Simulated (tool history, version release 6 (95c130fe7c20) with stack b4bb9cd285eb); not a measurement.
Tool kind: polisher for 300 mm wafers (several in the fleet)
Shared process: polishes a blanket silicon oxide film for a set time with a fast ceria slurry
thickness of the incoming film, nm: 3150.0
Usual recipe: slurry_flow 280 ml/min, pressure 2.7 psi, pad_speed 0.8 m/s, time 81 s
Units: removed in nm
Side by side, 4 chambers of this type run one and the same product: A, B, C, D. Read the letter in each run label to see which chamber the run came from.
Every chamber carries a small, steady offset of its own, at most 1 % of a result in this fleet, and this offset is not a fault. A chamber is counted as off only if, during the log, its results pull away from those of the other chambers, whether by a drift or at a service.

run,hour,slurry_flow,pressure,pad_speed,time,removed
# hour 0.1: chamber B: slurry nozzle cleaned
1D,4.4,280,2.7,0.8,81,993.58
2A,9.2,280,2.7,0.8,81,1003.50
3B,14.0,280,2.7,0.8,81,1025.80
4C,17.7,280,2.7,0.8,81,1055.20
5D,22.4,280,2.7,0.8,81,980.06
6C,24.7,280,2.7,0.8,81,1026.20
7A,27.0,345,2.7,0.8,81,1018.80
8B,29.6,345,2.7,0.8,81,1073.40
9D,34.4,345,2.7,0.8,81,1007.20
# hour 36.1: chamber D: worn pad replaced by a new one
# hour 38.1: chamber A: head pressure recalibrated
10C,38.7,345,2.7,0.8,81,1034.00
11A,42.2,280,2.7,0.8,81,1124.90
12B,46.1,280,2.7,0.8,81,1022.00
13D,51.0,280,2.7,0.8,81,994.65
14C,55.6,280,2.7,0.8,81,1006.60
# hour 57.9: chamber C: worn pad replaced by a new one
15B,58.1,280,2.7,0.8,81,1012.80
16A,60.6,280,2.7,0.8,81,1111.50
17C,63.1,280,2.7,0.8,81,1024.20
18D,67.4,280,2.7,0.8,81,999.48
# hour 69.4: chamber A: worn pad replaced by a new one
19A,70.2,280,2.7,0.8,81,1124.90
20B,72.4,280,2.7,0.8,81,1018.80
# hour 74.2: chamber B: worn pad replaced by a new one
21C,75.0,280,2.7,0.8,81,1006.10
# hour 75.7: chamber D: head pressure recalibrated
22B,78.0,280,2.7,0.8,81,1013.70
23D,82.3,280,2.7,0.8,81,986.26
24A,84.6,280,2.7,0.8,81,1106.30

Predict what each chamber gives when all 4 of them run the settings below next.
25A,88.1,280,1.9,0.8,81,?
25B,88.1,280,1.9,0.8,81,?
25C,88.1,280,1.9,0.8,81,?
25D,88.1,280,1.9,0.8,81,?

run,removed
25A,783.57
25B,720.96
25C,711.36
25D,692.84
